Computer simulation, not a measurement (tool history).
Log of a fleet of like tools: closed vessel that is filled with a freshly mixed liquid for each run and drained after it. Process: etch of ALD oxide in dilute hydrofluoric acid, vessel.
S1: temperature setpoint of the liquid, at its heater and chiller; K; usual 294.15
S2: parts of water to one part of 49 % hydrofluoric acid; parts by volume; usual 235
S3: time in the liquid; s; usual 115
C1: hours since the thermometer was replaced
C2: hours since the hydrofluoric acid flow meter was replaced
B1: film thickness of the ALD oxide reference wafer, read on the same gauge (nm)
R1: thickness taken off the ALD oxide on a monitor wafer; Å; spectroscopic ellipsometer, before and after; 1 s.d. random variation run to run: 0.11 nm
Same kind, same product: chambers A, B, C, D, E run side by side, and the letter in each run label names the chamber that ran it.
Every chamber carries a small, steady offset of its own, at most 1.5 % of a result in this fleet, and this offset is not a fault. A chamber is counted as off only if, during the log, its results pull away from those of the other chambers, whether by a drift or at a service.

run	hour	S1	S2	S3	C1	C2	B1	R1
1C	7.0	294.15	235	115	2065.4	537.5	79.997	111.800
2A	18.7	294.15	235	115	153.7	726.8	79.977	113.400
3E	29.3	294.15	235	115	407.9	903.9	80.001	114.530
4D	37.9	294.15	235	115	388.9	157.7	80.011	111.710
5B	50.8	294.15	235	115	1810.4	325.2	79.949	113.550
6C	66.0	294.15	235	115	2124.4	596.5	80.000	112.760
7A	73.8	294.15	235	115	208.8	781.9	79.997	112.710
8D	82.3	294.15	235	115	433.3	202.1	79.969	110.660
9E	93.6	294.15	235	115	472.2	968.2	79.977	110.410
10B	100.8	294.15	235	115	1860.4	375.2	80.013	114.170
11B	110.9	294.15	235	115	1870.5	385.3	79.994	113.030
12C	125.4	294.15	235	115	2183.8	655.9	79.986	112.110
13A	137.2	290.65	305	115	272.2	845.3	79.968	72.605
# hour 139.5: chamber E: thermometer replaced
14E	153.0	290.65	305	115	13.6	1027.6	79.991	72.289
15D	168.5	290.65	305	115	519.5	288.3	80.027	71.591
16A	180.8	290.65	305	115	315.8	888.9	79.969	71.305
17C	191.0	290.65	305	115	2249.4	721.5	79.950	72.098
18E	205.8	294.15	235	115	66.4	1080.4	79.960	112.230
19B	217.9	294.15	235	115	1977.5	492.3	79.997	117.560
20D	230.6	294.15	170	145	581.6	350.4	79.999	212.420
21B	240.7	294.15	170	145	2000.3	515.1	80.012	217.220
22E	253.8	294.15	170	145	114.4	1128.4	80.021	210.590
23C	263.7	294.15	170	145	2322.1	794.2	80.009	204.330
24D	272.9	294.15	170	145	623.9	392.7	80.002	206.000
25A	286.7	294.15	235	115	421.7	994.8	80.025	112.110
26E	300.2	294.15	235	115	160.8	1174.8	80.015	112.790
27C	309.3	294.15	310	115	2367.7	839.8	80.022	79.998
28D	322.2	294.15	310	115	673.2	442.0	80.028	79.394
# hour 326.9: chamber A: thermometer replaced
29A	337.2	294.15	310	115	10.4	1045.3	79.989	81.495
30B	344.5	294.15	310	115	2104.1	618.9	79.996	87.606
31D	357.2	294.15	310	115	708.2	477.0	79.969	77.950

Is one chamber out of step, is the gauge drifting, or do the chambers differ by no more than their own small offsets? For an off chamber, give its letter and the likeliest cause.

It is chamber B that slowly wanders off from its peers.
Likeliest cause: hydrofluoric acid flow above the setpoint (%) = 7.97.
The log may not separate it from: liquid hotter than its thermometer reads (K).

Which of the 4 candidates below, each the usual settings with something changed and its results left as question marks, puts chamber B back in line with what the other chambers give on the usual settings?
In-line tolerance around the mean of the other chambers on the usual settings: R1 3.800 Å
32B-1	368.6	294.15	225	120				?
32B-2	368.6	294.15	240	115				?
32B-3	368.6	295.15	235	115				?
32B-4	368.6	294.15	245	110				?

On the usual settings, the other chambers give on average: R1 112.490 Å
run	R1
32B-1	136.250
32B-2	120.720
32B-3	128.560
32B-4	112.600
32B-4 puts the chamber back in line with the other chambers.

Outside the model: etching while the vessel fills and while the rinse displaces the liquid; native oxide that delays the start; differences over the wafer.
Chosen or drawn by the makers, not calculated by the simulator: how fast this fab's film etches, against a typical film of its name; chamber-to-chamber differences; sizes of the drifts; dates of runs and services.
